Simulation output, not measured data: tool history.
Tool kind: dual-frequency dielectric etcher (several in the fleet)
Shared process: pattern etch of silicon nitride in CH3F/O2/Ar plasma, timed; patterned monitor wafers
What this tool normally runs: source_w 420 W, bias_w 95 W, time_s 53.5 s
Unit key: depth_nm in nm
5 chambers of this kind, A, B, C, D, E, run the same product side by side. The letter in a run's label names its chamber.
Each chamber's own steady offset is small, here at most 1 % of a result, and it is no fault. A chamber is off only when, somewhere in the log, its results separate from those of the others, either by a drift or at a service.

| run | hour | source_w | bias_w | time_s | hours since the last wet clean | hours since the last source power generator calibration | hours since the last bias power generator calibration | read-back reference wafer on the same gauge, depth_nm | depth_nm |
|---|---|---|---|---|---|---|---|---|---|
| 1D | 4.8 | 420 | 95 | 53.5 | 213.9 | 83 | 417.8 | 50.402 | 41.575 |
| 2B | 8.9 | 420 | 95 | 53.5 | 234.4 | 1174.4 | 1829.4 | 50.432 | 41.636 |
| 3E | 12.7 | 420 | 95 | 53.5 | 244.3 | 778.8 | 1509.9 | 50.397 | 42.095 |
| 4A | 16.5 | 420 | 95 | 53.5 | 193.5 | 56.8 | 106.2 | 50.394 | 42.023 |
| 5C | 19 | 420 | 95 | 53.5 | 248.6 | 57.8 | 1524.6 | 50.371 | 42.093 |
| 6B | 22.1 | 420 | 95 | 53.5 | 247.6 | 1187.6 | 1842.6 | 50.34 | 42.011 |
| 7C | 25.7 | 420 | 95 | 53.5 | 255.3 | 64.5 | 1531.3 | 50.452 | 41.993 |
| 8E | 31 | 420 | 95 | 53.5 | 262.6 | 797.1 | 1528.2 | 50.406 | 42.042 |
| 9A | 33.7 | 420 | 95 | 53.5 | 210.7 | 74 | 123.4 | 50.341 | 42.014 |
| 10D | 37.6 | 500 | 95 | 53.5 | 246.7 | 115.8 | 450.6 | 50.378 | 44.449 |
| 11E | 40.7 | 500 | 95 | 53.5 | 272.3 | 806.8 | 1537.9 | 50.438 | 44.871 |
| 12C | 44.7 | 500 | 95 | 53.5 | 274.3 | 83.5 | 1550.3 | 50.424 | 44.961 |
| 13D | 47.7 | 500 | 95 | 53.5 | 256.8 | 125.9 | 460.7 | 50.408 | 44.518 |
| 14B | 51.2 | 500 | 95 | 53.5 | 276.7 | 1216.7 | 1871.7 | 50.446 | 44.657 |
| 15A | 55.4 | 420 | 95 | 53.5 | 232.4 | 95.7 | 145.1 | 50.387 | 42.076 |
| 16E | 59.6 | 420 | 95 | 53.5 | 291.2 | 825.7 | 1556.8 | 50.397 | 42.342 |
| 17B | 62.6 | 420 | 95 | 53.5 | 288.1 | 1228.1 | 1883.1 | 50.417 | 42.14 |
| 18A | 66.1 | 420 | 95 | 53.5 | 243.1 | 106.4 | 155.8 | 50.364 | 41.884 |
| 19C | 69 | 420 | 95 | 53.5 | 298.6 | 107.8 | 1574.6 | 50.365 | 41.891 |
|  | 69.6 | chamber C: bias power generator calibrated |
| 20D | 72.6 | 420 | 95 | 53.5 | 281.7 | 150.8 | 485.6 | 50.402 | 41.643 |
| 21E | 76.4 | 420 | 95 | 53.5 | 308 | 842.5 | 1573.6 | 50.396 | 42.159 |
| 22D | 78.8 | 420 | 95 | 53.5 | 287.9 | 157 | 491.8 | 50.386 | 41.55 |
| 23A | 83.6 | 420 | 95 | 53.5 | 260.6 | 123.9 | 173.3 | 50.404 | 42.037 |
| 24C | 86.8 | 420 | 95 | 53.5 | 316.4 | 125.6 | 17.2 | 50.395 | 41.979 |
| 25B | 89.3 | 420 | 95 | 53.5 | 314.8 | 1254.8 | 1909.8 | 50.374 | 41.891 |
|  | 90.6 | chamber C: wet clean of the chamber |
| 26C | 94 | 420 | 95 | 53.5 | 3.4 | 132.8 | 24.4 | 50.42 | 42 |
| 27B | 98.6 | 420 | 95 | 53.5 | 324.1 | 1264.1 | 1919.1 | 50.405 | 41.628 |
| 28A | 103 | 420 | 95 | 53.5 | 280 | 143.3 | 192.7 | 50.39 | 41.859 |
| 29D | 105.9 | 420 | 95 | 53.5 | 315 | 184.1 | 518.9 | 50.421 | 41.657 |
| 30E | 109.8 | 420 | 95 | 53.5 | 341.4 | 875.9 | 1607 | 50.429 | 42.11 |
| 31D | 114.6 | 420 | 116 | 48.5 | 323.7 | 192.8 | 527.6 | 50.405 | 40.693 |
| 32B | 118.5 | 420 | 116 | 48.5 | 344 | 1284 | 1939 | 50.421 | 40.758 |
| 33A | 123.7 | 420 | 116 | 48.5 | 300.7 | 164 | 213.4 | 50.408 | 40.962 |
| 34E | 126.7 | 420 | 116 | 48.5 | 358.3 | 892.8 | 1623.9 | 50.392 | 41.031 |
| 35C | 130.9 | 420 | 116 | 48.5 | 40.3 | 169.7 | 61.3 | 50.429 | 40.938 |
| 36E | 133.5 | 420 | 95 | 53.5 | 365.1 | 899.6 | 1630.7 | 50.408 | 42.208 |
| 37D | 137.9 | 420 | 95 | 64 | 347 | 216.1 | 550.9 | 50.371 | 49.765 |
| 38A | 141 | 420 | 95 | 64 | 318 | 181.3 | 230.7 | 50.389 | 50.351 |
| 39C | 144.1 | 420 | 95 | 64 | 53.5 | 182.9 | 74.5 | 50.447 | 50.38 |

For the next run the whole fleet of 5 chambers uses the same settings. Give each chamber's results:
| 40A | 148 | 420 | 95 | 43.5 |  |  |  |  | ? |
| 40B | 148 | 420 | 95 | 43.5 |  |  |  |  | ? |
| 40C | 148 | 420 | 95 | 43.5 |  |  |  |  | ? |
| 40D | 148 | 420 | 95 | 43.5 |  |  |  |  | ? |
| 40E | 148 | 420 | 95 | 43.5 |  |  |  |  | ? |

| run | depth_nm |
|---|---|
| 40A | 33.944 |
| 40B | 34.13 |
| 40C | 34.036 |
| 40D | 33.885 |
| 40E | 34.304 |
